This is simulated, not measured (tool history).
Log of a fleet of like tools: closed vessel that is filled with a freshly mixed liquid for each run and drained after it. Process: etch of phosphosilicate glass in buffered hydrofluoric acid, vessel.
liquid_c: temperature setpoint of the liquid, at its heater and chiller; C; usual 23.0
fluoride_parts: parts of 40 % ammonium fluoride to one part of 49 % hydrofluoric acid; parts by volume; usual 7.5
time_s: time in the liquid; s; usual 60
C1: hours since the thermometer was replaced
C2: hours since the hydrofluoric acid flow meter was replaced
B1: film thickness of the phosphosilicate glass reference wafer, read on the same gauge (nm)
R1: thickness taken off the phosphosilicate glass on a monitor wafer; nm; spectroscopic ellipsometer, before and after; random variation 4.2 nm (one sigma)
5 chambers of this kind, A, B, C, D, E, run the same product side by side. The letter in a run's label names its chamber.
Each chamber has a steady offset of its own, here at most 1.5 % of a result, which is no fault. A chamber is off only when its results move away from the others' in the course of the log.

run 1D hour=5.1 | liquid_c=23.0 fluoride_parts=7.5 time_s=60 | C1=1866.9 C2=775.6 | B1=39.991 | R1=534.03
run 2C hour=10.5 | liquid_c=23.0 fluoride_parts=7.5 time_s=60 | C1=155.5 C2=42.7 | B1=39.984 | R1=528.04
run 3A hour=16.0 | liquid_c=23.0 fluoride_parts=7.5 time_s=60 | C1=150.2 C2=880.8 | B1=39.995 | R1=530.88
run 4B hour=20.0 | liquid_c=23.0 fluoride_parts=7.5 time_s=60 | C1=157.3 C2=957.1 | B1=40.024 | R1=539.81
run 5E hour=25.7 | liquid_c=23.0 fluoride_parts=10.0 time_s=60 | C1=44.0 C2=984.9 | B1=39.990 | R1=408.61
run 6D hour=31.8 | liquid_c=23.0 fluoride_parts=10.0 time_s=60 | C1=1893.6 C2=802.3 | B1=40.003 | R1=413.36
run 7E hour=35.1 | liquid_c=23.0 fluoride_parts=10.0 time_s=60 | C1=53.4 C2=994.3 | B1=40.021 | R1=404.87
run 8B hour=39.6 | liquid_c=23.0 fluoride_parts=10.0 time_s=60 | C1=176.9 C2=976.7 | B1=39.963 | R1=406.03
run 9C hour=43.9 | liquid_c=23.0 fluoride_parts=10.0 time_s=60 | C1=188.9 C2=76.1 | B1=40.014 | R1=411.62
run 10A hour=48.2 | liquid_c=23.0 fluoride_parts=8.5 time_s=60 | C1=182.4 C2=913.0 | B1=40.001 | R1=464.60
run 11D hour=52.5 | liquid_c=23.0 fluoride_parts=8.5 time_s=60 | C1=1914.3 C2=823.0 | B1=40.002 | R1=459.25
run 12B hour=58.5 | liquid_c=23.0 fluoride_parts=8.5 time_s=60 | C1=195.8 C2=995.6 | B1=40.000 | R1=470.45
run 13C hour=65.2 | liquid_c=23.0 fluoride_parts=8.5 time_s=60 | C1=210.2 C2=97.4 | B1=40.024 | R1=471.05
run 14E hour=71.4 | liquid_c=23.0 fluoride_parts=8.5 time_s=60 | C1=89.7 C2=1030.6 | B1=39.996 | R1=466.14
run 15A hour=77.4 | liquid_c=23.0 fluoride_parts=7.5 time_s=60 | C1=211.6 C2=942.2 | B1=40.009 | R1=527.97
run 16C hour=84.0 | liquid_c=23.0 fluoride_parts=7.5 time_s=60 | C1=229.0 C2=116.2 | B1=39.987 | R1=535.73
run 17B hour=89.7 | liquid_c=23.0 fluoride_parts=7.5 time_s=60 | C1=227.0 C2=1026.8 | B1=39.960 | R1=531.05
run 18D hour=93.9 | liquid_c=23.0 fluoride_parts=7.5 time_s=60 | C1=1955.7 C2=864.4 | B1=40.033 | R1=540.52
-- hour=95.9 chamber D: hydrofluoric acid flow meter replaced
run 19E hour=97.7 | liquid_c=23.0 fluoride_parts=7.5 time_s=60 | C1=116.0 C2=1056.9 | B1=39.986 | R1=534.46
run 20A hour=103.3 | liquid_c=23.0 fluoride_parts=7.5 time_s=60 | C1=237.5 C2=968.1 | B1=40.000 | R1=533.52
run 21D hour=106.7 | liquid_c=23.0 fluoride_parts=7.5 time_s=60 | C1=1968.5 C2=10.8 | B1=39.995 | R1=531.94
run 22C hour=110.1 | liquid_c=23.0 fluoride_parts=7.5 time_s=60 | C1=255.1 C2=142.3 | B1=40.025 | R1=540.18
run 23E hour=117.7 | liquid_c=23.0 fluoride_parts=7.5 time_s=60 | C1=136.0 C2=1076.9 | B1=39.985 | R1=534.09
run 24A hour=124.5 | liquid_c=23.0 fluoride_parts=7.5 time_s=60 | C1=258.7 C2=989.3 | B1=40.010 | R1=530.37
run 25B hour=131.7 | liquid_c=25.5 fluoride_parts=7.5 time_s=50 | C1=269.0 C2=1068.8 | B1=39.998 | R1=495.17
-- hour=135.3 chamber B: hydrofluoric acid flow meter replaced
run 26A hour=137.9 | liquid_c=25.5 fluoride_parts=7.5 time_s=50 | C1=272.1 C2=1002.7 | B1=40.001 | R1=496.40
run 27C hour=143.3 | liquid_c=25.5 fluoride_parts=7.5 time_s=50 | C1=288.3 C2=175.5 | B1=39.988 | R1=508.10
run 28B hour=150.7 | liquid_c=25.5 fluoride_parts=7.5 time_s=50 | C1=288.0 C2=15.4 | B1=40.040 | R1=496.54
run 29E hour=156.7 | liquid_c=25.5 fluoride_parts=7.5 time_s=50 | C1=175.0 C2=1115.9 | B1=39.974 | R1=501.95
run 30D hour=162.5 | liquid_c=23.0 fluoride_parts=7.5 time_s=60 | C1=2024.3 C2=66.6 | B1=39.979 | R1=529.16
run 31A hour=168.7 | liquid_c=23.0 fluoride_parts=7.5 time_s=60 | C1=302.9 C2=1033.5 | B1=39.986 | R1=530.51
run 32C hour=175.5 | liquid_c=23.0 fluoride_parts=7.5 time_s=85 | C1=320.5 C2=207.7 | B1=39.977 | R1=749.20
run 33B hour=181.3 | liquid_c=23.0 fluoride_parts=7.5 time_s=85 | C1=318.6 C2=46.0 | B1=39.996 | R1=713.67
run 34D hour=187.1 | liquid_c=23.0 fluoride_parts=7.5 time_s=85 | C1=2048.9 C2=91.2 | B1=40.005 | R1=755.18
run 35E hour=193.5 | liquid_c=23.0 fluoride_parts=7.5 time_s=85 | C1=211.8 C2=1152.7 | B1=39.964 | R1=744.25
run 36D hour=198.1 | liquid_c=23.0 fluoride_parts=7.5 time_s=85 | C1=2059.9 C2=102.2 | B1=40.000 | R1=763.88
run 37B hour=203.4 | liquid_c=23.0 fluoride_parts=7.5 time_s=60 | C1=340.7 C2=68.1 | B1=39.995 | R1=504.61
run 38C hour=210.1 | liquid_c=25.5 fluoride_parts=9.5 time_s=60 | C1=355.1 C2=242.3 | B1=40.002 | R1=479.61
run 39A hour=217.6 | liquid_c=25.5 fluoride_parts=9.5 time_s=60 | C1=351.8 C2=1082.4 | B1=40.006 | R1=483.90
run 40E hour=222.6 | liquid_c=25.5 fluoride_parts=9.5 time_s=60 | C1=240.9 C2=1181.8 | B1=39.999 | R1=483.54
run 41B hour=230.1 | liquid_c=25.5 fluoride_parts=9.5 time_s=60 | C1=367.4 C2=94.8 | B1=39.998 | R1=458.35

What goes on in this fleet: one chamber off, a drifting gauge, or nothing beyond the chambers' own small offsets? Name the chamber and the cause, if any.

Chamber B drifts away from the others.
Cause: liquid colder than its thermometer reads (K) = 1.43.

Here are 4 candidates for chamber B's next run, each the usual settings with a change, their results left as question marks. Which one brings its results back in line with what the others give on the usual settings?
In line means no further than this from the other chambers' mean on the usual settings: R1 15.00 nm
run 42B-1 hour=235.5 | liquid_c=23.0 fluoride_parts=7.5 time_s=65 | R1=?
run 42B-2 hour=235.5 | liquid_c=24.0 fluoride_parts=7.0 time_s=60 | R1=?
run 42B-3 hour=235.5 | liquid_c=22.0 fluoride_parts=8.0 time_s=60 | R1=?
run 42B-4 hour=235.5 | liquid_c=23.0 fluoride_parts=8.0 time_s=60 | R1=?

The other chambers' mean on the usual settings: R1 532.00 nm
run=42B-1 R1=537.97
run=42B-2 R1=564.87
run=42B-3 R1=438.36
run=42B-4 R1=463.14
42B-1 brings the chamber back in line.
